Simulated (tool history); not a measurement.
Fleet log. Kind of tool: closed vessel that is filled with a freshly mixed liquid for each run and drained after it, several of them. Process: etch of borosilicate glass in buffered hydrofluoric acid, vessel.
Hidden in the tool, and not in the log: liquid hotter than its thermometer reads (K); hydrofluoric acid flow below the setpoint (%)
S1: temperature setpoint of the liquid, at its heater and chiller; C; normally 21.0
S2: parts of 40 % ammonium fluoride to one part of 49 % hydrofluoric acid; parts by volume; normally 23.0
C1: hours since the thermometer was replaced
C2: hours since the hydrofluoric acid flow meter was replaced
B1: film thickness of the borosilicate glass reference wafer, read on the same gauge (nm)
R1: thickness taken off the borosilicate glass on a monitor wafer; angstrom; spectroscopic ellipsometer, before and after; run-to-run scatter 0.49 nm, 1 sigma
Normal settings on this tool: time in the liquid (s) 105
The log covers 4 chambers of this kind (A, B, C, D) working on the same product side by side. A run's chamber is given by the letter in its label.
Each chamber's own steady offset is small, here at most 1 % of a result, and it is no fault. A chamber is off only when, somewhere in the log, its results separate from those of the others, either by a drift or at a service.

{"run": "1D", "day": 0.262, "S1": 21.0, "S2": 23.0, "time in the liquid (s)": 105, "C1": 2346.7, "C2": 173.0, "B1": 129.99, "R1": 523.99}
{"run": "2A", "day": 0.508, "S1": 21.0, "S2": 23.0, "time in the liquid (s)": 105, "C1": 1828.1, "C2": 1031.0, "B1": 129.98, "R1": 521.13}
{"run": "3B", "day": 0.867, "S1": 21.0, "S2": 23.0, "time in the liquid (s)": 105, "C1": 1191.1, "C2": 325.1, "B1": 129.99, "R1": 504.54}
{"run": "4C", "day": 1.275, "S1": 21.0, "S2": 23.0, "time in the liquid (s)": 105, "C1": 1087.4, "C2": 1165.9, "B1": 129.99, "R1": 503.29}
{"run": "5A", "day": 1.538, "S1": 21.0, "S2": 23.0, "time in the liquid (s)": 105, "C1": 1852.8, "C2": 1055.7, "B1": 130.06, "R1": 502.52}
{"run": "6D", "day": 1.75, "S1": 21.0, "S2": 27.5, "time in the liquid (s)": 105, "C1": 2382.4, "C2": 208.7, "B1": 129.97, "R1": 457.13}
{"run": "7C", "day": 2.008, "S1": 21.0, "S2": 27.5, "time in the liquid (s)": 105, "C1": 1105.0, "C2": 1183.5, "B1": 129.96, "R1": 443.6}
{"run": "8B", "day": 2.342, "S1": 21.0, "S2": 27.5, "time in the liquid (s)": 105, "C1": 1226.5, "C2": 360.5, "B1": 129.97, "R1": 446.8}
{"run": "9A", "day": 2.608, "S1": 21.0, "S2": 27.5, "time in the liquid (s)": 105, "C1": 1878.5, "C2": 1081.4, "B1": 130.0, "R1": 447.54}
{"run": "10D", "day": 2.896, "S1": 21.0, "S2": 23.0, "time in the liquid (s)": 105, "C1": 2409.9, "C2": 236.2, "B1": 130.04, "R1": 514.23}
{"run": "11C", "day": 3.271, "S1": 21.0, "S2": 23.0, "time in the liquid (s)": 105, "C1": 1135.3, "C2": 1213.8, "B1": 130.03, "R1": 501.06}
{"run": "12B", "day": 3.567, "S1": 21.0, "S2": 23.0, "time in the liquid (s)": 105, "C1": 1255.9, "C2": 389.9, "B1": 130.02, "R1": 500.73}
{"run": "13B", "day": 3.883, "S1": 21.0, "S2": 23.0, "time in the liquid (s)": 105, "C1": 1263.5, "C2": 397.5, "B1": 130.0, "R1": 500.95}
{"run": "14D", "day": 4.217, "S1": 21.0, "S2": 23.0, "time in the liquid (s)": 105, "C1": 2441.6, "C2": 267.9, "B1": 129.96, "R1": 508.36}
{"run": "15C", "day": 4.642, "S1": 21.0, "S2": 23.0, "time in the liquid (s)": 105, "C1": 1168.2, "C2": 1246.7, "B1": 130.01, "R1": 508.59}
{"run": "16A", "day": 4.896, "S1": 21.0, "S2": 23.0, "time in the liquid (s)": 105, "C1": 1933.4, "C2": 1136.3, "B1": 130.04, "R1": 491.72}
{"run": "17D", "day": 5.108, "S1": 21.0, "S2": 23.0, "time in the liquid (s)": 105, "C1": 2463.0, "C2": 289.3, "B1": 129.97, "R1": 518.37}
{"run": "18B", "day": 5.542, "S1": 21.0, "S2": 23.0, "time in the liquid (s)": 105, "C1": 1303.3, "C2": 437.3, "B1": 129.98, "R1": 502.83}
{"run": "19C", "day": 5.967, "S1": 24.5, "S2": 23.0, "time in the liquid (s)": 105, "C1": 1200.0, "C2": 1278.5, "B1": 130.01, "R1": 605.96}
{"run": "20A", "day": 6.2, "S1": 24.5, "S2": 23.0, "time in the liquid (s)": 105, "C1": 1964.7, "C2": 1167.6, "B1": 130.02, "R1": 583.91}
{"run": "21D", "day": 6.6, "S1": 24.5, "S2": 23.0, "time in the liquid (s)": 105, "C1": 2498.8, "C2": 325.1, "B1": 129.99, "R1": 610.47}
{"run": "22C", "day": 7.029, "S1": 24.5, "S2": 23.0, "time in the liquid (s)": 105, "C1": 1225.5, "C2": 1304.0, "B1": 129.95, "R1": 606.15}
{"run": "23B", "day": 7.429, "S1": 21.0, "S2": 23.0, "time in the liquid (s)": 105, "C1": 1348.6, "C2": 482.6, "B1": 129.97, "R1": 506.66}
{"run": "24A", "day": 7.825, "S1": 21.0, "S2": 23.0, "time in the liquid (s)": 105, "C1": 2003.7, "C2": 1206.6, "B1": 129.99, "R1": 473.99}
{"run": "25B", "day": 8.271, "S1": 21.0, "S2": 23.0, "time in the liquid (s)": 105, "C1": 1368.8, "C2": 502.8, "B1": 130.02, "R1": 507.15}
{"run": "26D", "day": 8.612, "S1": 21.0, "S2": 23.0, "time in the liquid (s)": 85, "C1": 2547.1, "C2": 373.4, "B1": 129.94, "R1": 413.87}
{"run": "27A", "day": 8.838, "S1": 21.0, "S2": 23.0, "time in the liquid (s)": 85, "C1": 2028.0, "C2": 1230.9, "B1": 129.99, "R1": 376.32}

Read the log: is a single chamber off, either drifting away or since a service, is the gauge that measures every chamber drifting, or is nothing wrong beyond small per-chamber offsets? Name any odd chamber and what most likely caused it.

Chamber A drifts away from the others.
What lies behind it: hydrofluoric acid flow below the setpoint (%) = 12.2.
The log may not tell that from: liquid colder than its thermometer reads (K).

Here are 4 candidates for chamber A's next run, each the usual settings with a change, their results left as question marks. Which one brings its results back in line with what the others give on the usual settings?
Allowed miss from the other chambers' usual-settings mean, per result, to count as in line: R1 17.00 angstrom
{"run": "28A-1", "day": 9.179, "S1": 21.0, "S2": 25.5, "time in the liquid (s)": 105, "R1": "?"}
{"run": "28A-2", "day": 9.179, "S1": 22.5, "S2": 23.0, "time in the liquid (s)": 105, "R1": "?"}
{"run": "28A-3", "day": 9.179, "S1": 21.0, "S2": 28.0, "time in the liquid (s)": 105, "R1": "?"}
{"run": "28A-4", "day": 9.179, "S1": 21.0, "S2": 18.5, "time in the liquid (s)": 105, "R1": "?"}

The mean the other chambers reach with the usual settings: R1 507.60 angstrom
run=28A-1 R1=434.27
run=28A-2 R1=506.70
run=28A-3 R1=399.23
run=28A-4 R1=544.70
The answer is 28A-2, which returns the chamber to within the allowed miss of the others.
